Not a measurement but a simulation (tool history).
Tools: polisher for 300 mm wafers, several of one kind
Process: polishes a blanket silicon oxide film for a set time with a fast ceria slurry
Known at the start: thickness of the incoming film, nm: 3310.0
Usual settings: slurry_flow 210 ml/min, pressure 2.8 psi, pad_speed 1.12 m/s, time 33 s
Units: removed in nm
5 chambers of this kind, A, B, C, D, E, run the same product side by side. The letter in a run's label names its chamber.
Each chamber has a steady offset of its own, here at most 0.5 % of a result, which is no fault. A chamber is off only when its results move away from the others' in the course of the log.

| run | hour | slurry_flow | pressure | pad_speed | time | wafers polished on this pad | hours since the slurry nozzle was cleaned | hours since the head pressure was calibrated | removed |
|---|---|---|---|---|---|---|---|---|---|
|  | 8.5 | chamber A: worn pad replaced by a new one |
| 1E | 12.7 | 210 | 2.8 | 1.12 | 33 | 1325 | 373.4 | 436.9 | 462.44 |
| 2A | 19.7 | 210 | 2.8 | 1.12 | 33 | 123 | 110.4 | 240.2 | 467.12 |
|  | 28.7 | chamber E: worn pad replaced by a new one |
| 3C | 32.4 | 210 | 2.8 | 1.12 | 33 | 793 | 252.3 | 285.5 | 471.83 |
| 4B | 41.9 | 210 | 2.8 | 1.12 | 33 | 1075 | 660.3 | 904.9 | 470.9 |
| 5D | 48.1 | 210 | 2.8 | 1.12 | 33 | 1195 | 233.3 | 856.9 | 474.18 |
|  | 50.7 | chamber D: slurry nozzle cleaned |
| 6A | 61 | 210 | 2.8 | 1.12 | 33 | 579 | 151.7 | 281.5 | 473.12 |
|  | 61.6 | chamber B: worn pad replaced by a new one |
|  | 62.6 | chamber D: worn pad replaced by a new one |
|  | 64.7 | chamber C: slurry nozzle cleaned |
|  | 71.1 | chamber A: worn pad replaced by a new one |
| 7E | 72.1 | 210 | 2.8 | 1.12 | 33 | 479 | 432.8 | 496.3 | 479.69 |
| 8B | 82 | 210 | 2.8 | 1.12 | 33 | 225 | 700.4 | 945 | 483.15 |
| 9D | 89.9 | 210 | 2.2 | 1.12 | 33 | 301 | 39.2 | 898.7 | 368.29 |
| 10C | 101.7 | 210 | 2.2 | 1.12 | 33 | 1557 | 37 | 354.8 | 367.01 |
| 11B | 113.8 | 210 | 2.2 | 1.12 | 33 | 576 | 732.2 | 976.8 | 374.67 |
|  | 118.8 | chamber B: slurry nozzle cleaned |
| 12A | 122.4 | 210 | 2.2 | 1.12 | 33 | 566 | 213.1 | 342.9 | 369.63 |
|  | 124.8 | chamber C: head pressure recalibrated |
|  | 127.8 | chamber A: worn pad replaced by a new one |
| 13D | 133.3 | 210 | 2.2 | 1.12 | 33 | 780 | 82.6 | 942.1 | 366.73 |
| 14E | 144.2 | 210 | 2.8 | 1.12 | 33 | 1275 | 504.9 | 568.4 | 464 |
| 15C | 153.2 | 210 | 2.8 | 1.12 | 33 | 2126 | 88.5 | 28.5 | 466.79 |
|  | 154.4 | chamber B: worn pad replaced by a new one |
|  | 155.7 | chamber E: worn pad replaced by a new one |
| 16E | 162.4 | 255 | 2.8 | 1.12 | 45 | 74 | 523.1 | 586.6 | 667.47 |
|  | 166.3 | chamber D: worn pad replaced by a new one |
| 17B | 170.7 | 255 | 2.8 | 1.12 | 45 | 180 | 51.9 | 1033.7 | 662.52 |
| 18C | 177.9 | 255 | 2.8 | 1.12 | 45 | 2399 | 113.2 | 53.2 | 646.96 |
| 19D | 190.5 | 255 | 2.8 | 1.12 | 45 | 268 | 139.8 | 999.3 | 650.23 |
|  | 193.7 | chamber A: worn pad replaced by a new one |
| 20A | 197.9 | 255 | 2.8 | 1.12 | 45 | 47 | 288.6 | 418.4 | 663.34 |
| 21D | 208.3 | 240 | 2.8 | 1.12 | 33 | 464 | 157.6 | 1017.1 | 478.67 |
| 22A | 220.6 | 240 | 2.8 | 1.12 | 33 | 297 | 311.3 | 441.1 | 481.29 |
| 23B | 229.7 | 240 | 2.8 | 1.12 | 33 | 832 | 110.9 | 1092.7 | 480.32 |
|  | 238.6 | chamber E: head pressure recalibrated |
| 24C | 242.2 | 240 | 2.8 | 1.12 | 33 | 3108 | 177.5 | 117.5 | 456.95 |
| 25E | 251.6 | 240 | 2.8 | 1.12 | 33 | 1058 | 612.3 | 13 | 477.68 |
|  | 259.9 | chamber B: head pressure recalibrated |
|  | 264 | chamber E: slurry nozzle cleaned |
| 26E | 264.2 | 210 | 2.8 | 1.12 | 33 | 1197 | 0.3 | 25.6 | 473.66 |
|  | 264.6 | chamber A: worn pad replaced by a new one |
| 27D | 270.4 | 210 | 3.2 | 0.84 | 33 | 1149 | 219.7 | 1079.2 | 408.43 |
|  | 271.3 | chamber B: worn pad replaced by a new one |
|  | 275.5 | chamber A: head pressure recalibrated |
| 28A | 276.1 | 210 | 3.2 | 0.84 | 33 | 127 | 366.8 | 0.7 | 402.53 |
|  | 276.7 | chamber D: worn pad replaced by a new one |
| 29C | 288.8 | 210 | 3.2 | 0.84 | 33 | 3623 | 224.1 | 164.1 | 377.89 |
|  | 295.1 | chamber D: slurry nozzle cleaned |
| 30B | 301.8 | 210 | 3.2 | 0.84 | 33 | 337 | 183 | 41.9 | 408.39 |
|  | 310.2 | chamber C: slurry nozzle cleaned |
| 31D | 312.4 | 210 | 3.2 | 0.84 | 33 | 394 | 17.4 | 1121.2 | 407.16 |
| 32C | 324.3 | 210 | 2.8 | 1.12 | 33 | 4014 | 14.2 | 199.6 | 439.15 |
| 33B | 332.9 | 210 | 2.8 | 1.12 | 33 | 680 | 214.1 | 73 | 474.18 |

All 5 chambers run these settings next. Forecast each chamber's results:
| 34A | 342.3 | 210 | 2.8 | 1.12 | 23 |  |  |  | ? |
| 34B | 342.3 | 210 | 2.8 | 1.12 | 23 |  |  |  | ? |
| 34C | 342.3 | 210 | 2.8 | 1.12 | 23 |  |  |  | ? |
| 34D | 342.3 | 210 | 2.8 | 1.12 | 23 |  |  |  | ? |
| 34E | 342.3 | 210 | 2.8 | 1.12 | 23 |  |  |  | ? |

| run | removed |
|---|---|
| 34A | 327.6 |
| 34B | 331.66 |
| 34C | 306.72 |
| 34D | 326.4 |
| 34E | 325.9 |
